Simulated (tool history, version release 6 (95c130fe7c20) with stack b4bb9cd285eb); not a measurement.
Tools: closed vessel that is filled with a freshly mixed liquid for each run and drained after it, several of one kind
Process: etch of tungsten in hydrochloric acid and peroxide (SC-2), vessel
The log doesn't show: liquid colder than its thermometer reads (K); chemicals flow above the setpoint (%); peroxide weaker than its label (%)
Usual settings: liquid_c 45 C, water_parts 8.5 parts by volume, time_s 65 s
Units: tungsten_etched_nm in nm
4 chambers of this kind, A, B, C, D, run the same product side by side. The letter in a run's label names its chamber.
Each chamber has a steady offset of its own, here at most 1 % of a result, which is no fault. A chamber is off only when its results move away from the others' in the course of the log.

run,hour,liquid_c,water_parts,time_s,hours since the thermometer was replaced,hours since the chemicals flow meter was replaced,hours since the drum of peroxide was connected,"read-back film thickness of the tungsten reference wafer, read on the same gauge (nm)",tungsten_etched_nm
1D,3.6,45,8.5,65,48.3,891.2,528.1,130.02,15.586
2B,8.8,45,8.5,65,1749.7,639.9,654.8,130.02,15.626
3A,13.8,45,8.5,65,1880.5,850.2,767.2,130.01,15.567
4C,17.9,45,8.5,65,1085.6,62.8,798.6,129.95,15.533
5C,23.4,45,8.5,65,1091.1,68.3,804.1,130.01,15.612
6A,29.2,45,8.5,90,1895.9,865.6,782.6,130.02,21.536
7D,33,45,8.5,90,77.7,920.6,557.5,130.02,21.275
8B,36.9,45,8.5,90,1777.8,668,682.9,130.04,21.469
9B,41,45,8.5,90,1781.9,672.1,687,130.02,21.461
10C,45.5,45,8.5,65,1113.2,90.4,826.2,130,15.6
11A,50.1,45,8.5,65,1916.8,886.5,803.5,129.99,15.363
12D,55.4,45,8.5,65,100.1,943,579.9,129.99,15.43
13C,59.7,45,8.5,65,1127.4,104.6,840.4,129.96,15.568
14D,63.2,51,10.5,65,107.9,950.8,587.7,130.01,19.904
15B,66.9,51,10.5,65,1807.8,698,712.9,130.04,19.693
16A,71.3,51,10.5,65,1938,907.7,824.7,130.01,19.165
17D,76.6,51,10.5,65,121.3,964.2,601.1,130.04,19.781
18A,82.3,45,8.5,65,1949,918.7,835.7,130,15.521
19B,85.1,45,8.5,65,1826,716.2,731.1,130.01,15.466
20C,89.6,45,8.5,65,1157.3,134.5,870.3,130.01,15.691
21C,95.2,45,8.5,65,1162.9,140.1,875.9,129.99,15.534
22B,99.7,45,8.5,65,1840.6,730.8,745.7,129.96,15.246
23A,105.8,45,8.5,65,1972.5,942.2,859.2,130.01,15.62
24D,110.5,45,8.5,65,155.2,998.1,635,129.95,15.512
25C,114.9,45,8.5,65,1182.6,159.8,895.6,129.97,15.494

Is one chamber off against the others, does the gauge drift, or is nothing wrong? If a chamber is off, say which, and what the likeliest cause is.

No chamber stands off beyond its own small offset, and the gauge holds steady.
